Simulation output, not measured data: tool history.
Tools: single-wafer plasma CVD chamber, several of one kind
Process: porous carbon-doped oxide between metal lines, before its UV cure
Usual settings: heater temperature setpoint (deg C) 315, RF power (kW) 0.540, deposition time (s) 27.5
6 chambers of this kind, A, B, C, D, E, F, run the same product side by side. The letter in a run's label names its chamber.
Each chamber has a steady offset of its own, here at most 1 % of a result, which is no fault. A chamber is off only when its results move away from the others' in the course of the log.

| run | hour | heater temperature setpoint (deg C) | RF power (kW) | deposition time (s) | read-back reference wafer on the same gauge, thickness_nm | mean film thickness on the monitor wafer (nm) |
|---|---|---|---|---|---|---|
|  | 1.3 | chamber E: RF generator calibrated |
| 1F | 5.4 | 315 | 0.540 | 27.5 | 133.02 | 144.52 |
| 2A | 10.9 | 315 | 0.540 | 27.5 | 133.07 | 145.37 |
| 3E | 19.0 | 315 | 0.540 | 27.5 | 133.02 | 145.74 |
| 4B | 25.8 | 315 | 0.540 | 27.5 | 133.07 | 143.82 |
| 5D | 30.8 | 315 | 0.540 | 27.5 | 133.06 | 144.54 |
| 6C | 36.7 | 315 | 0.540 | 27.5 | 133.12 | 143.34 |
|  | 40.6 | chamber D: RF generator calibrated |
| 7F | 43.9 | 315 | 0.540 | 27.5 | 133.14 | 144.75 |
| 8C | 52.9 | 315 | 0.540 | 27.5 | 133.15 | 143.91 |
| 9D | 60.7 | 315 | 0.540 | 27.5 | 133.12 | 144.66 |
| 10B | 65.8 | 315 | 0.540 | 27.5 | 133.20 | 144.42 |
| 11E | 71.9 | 321 | 0.540 | 22.6 | 133.21 | 116.73 |
| 12A | 80.5 | 321 | 0.540 | 22.6 | 133.24 | 116.71 |
| 13B | 85.7 | 321 | 0.540 | 22.6 | 133.31 | 116.16 |
| 14D | 91.9 | 321 | 0.540 | 22.6 | 133.32 | 116.01 |
| 15E | 96.2 | 321 | 0.540 | 22.6 | 133.28 | 117.06 |
| 16C | 103.9 | 321 | 0.540 | 22.6 | 133.31 | 115.68 |
| 17A | 112.6 | 315 | 0.540 | 27.5 | 133.35 | 145.98 |
| 18F | 120.1 | 315 | 0.540 | 27.5 | 133.38 | 144.47 |
| 19F | 125.2 | 315 | 0.540 | 27.5 | 133.42 | 144.80 |
| 20B | 129.6 | 315 | 0.540 | 27.5 | 133.40 | 144.70 |
| 21E | 135.9 | 315 | 0.540 | 27.5 | 133.39 | 145.49 |
| 22D | 143.9 | 315 | 0.540 | 27.5 | 133.52 | 145.18 |
|  | 146.9 | chamber D: thermocouple changed; heater temperature recalibrated |
| 23A | 149.8 | 315 | 0.540 | 27.5 | 133.50 | 145.74 |
|  | 151.5 | chamber E: thermocouple changed; heater temperature recalibrated |
| 24C | 157.0 | 315 | 0.540 | 27.5 | 133.48 | 144.61 |
| 25A | 162.4 | 315 | 0.540 | 30.8 | 133.49 | 162.75 |
| 26B | 169.0 | 315 | 0.540 | 30.8 | 133.50 | 161.25 |
| 27D | 177.1 | 315 | 0.540 | 30.8 | 133.54 | 161.97 |
| 28E | 185.3 | 315 | 0.540 | 30.8 | 133.57 | 162.85 |
| 29C | 194.1 | 315 | 0.540 | 30.8 | 133.59 | 161.11 |
| 30F | 200.2 | 315 | 0.540 | 30.8 | 133.68 | 161.79 |
| 31B | 210.2 | 315 | 0.540 | 27.5 | 133.68 | 144.90 |
| 32C | 217.7 | 315 | 0.540 | 27.5 | 133.71 | 144.50 |
| 33F | 227.6 | 315 | 0.540 | 27.5 | 133.68 | 144.89 |
| 34D | 234.8 | 315 | 0.540 | 27.5 | 133.74 | 145.28 |
| 35E | 243.6 | 315 | 0.540 | 27.5 | 133.74 | 146.37 |
| 36A | 252.9 | 315 | 0.540 | 27.5 | 133.77 | 146.53 |
| 37E | 257.3 | 315 | 0.540 | 27.5 | 133.80 | 146.76 |
| 38F | 263.5 | 315 | 0.540 | 27.5 | 133.82 | 145.09 |
| 39D | 268.1 | 315 | 0.540 | 27.5 | 133.87 | 145.39 |

All 6 chambers run these settings next. Forecast each chamber's results:
| 40A | 275.2 | 310 | 0.540 | 27.5 |  | ? |
| 40B | 275.2 | 310 | 0.540 | 27.5 |  | ? |
| 40C | 275.2 | 310 | 0.540 | 27.5 |  | ? |
| 40D | 275.2 | 310 | 0.540 | 27.5 |  | ? |
| 40E | 275.2 | 310 | 0.540 | 27.5 |  | ? |
| 40F | 275.2 | 310 | 0.540 | 27.5 |  | ? |

| run | mean film thickness on the monitor wafer (nm) |
|---|---|
| 40A | 149.85 |
| 40B | 148.70 |
| 40C | 148.55 |
| 40D | 149.22 |
| 40E | 151.09 |
| 40F | 149.46 |
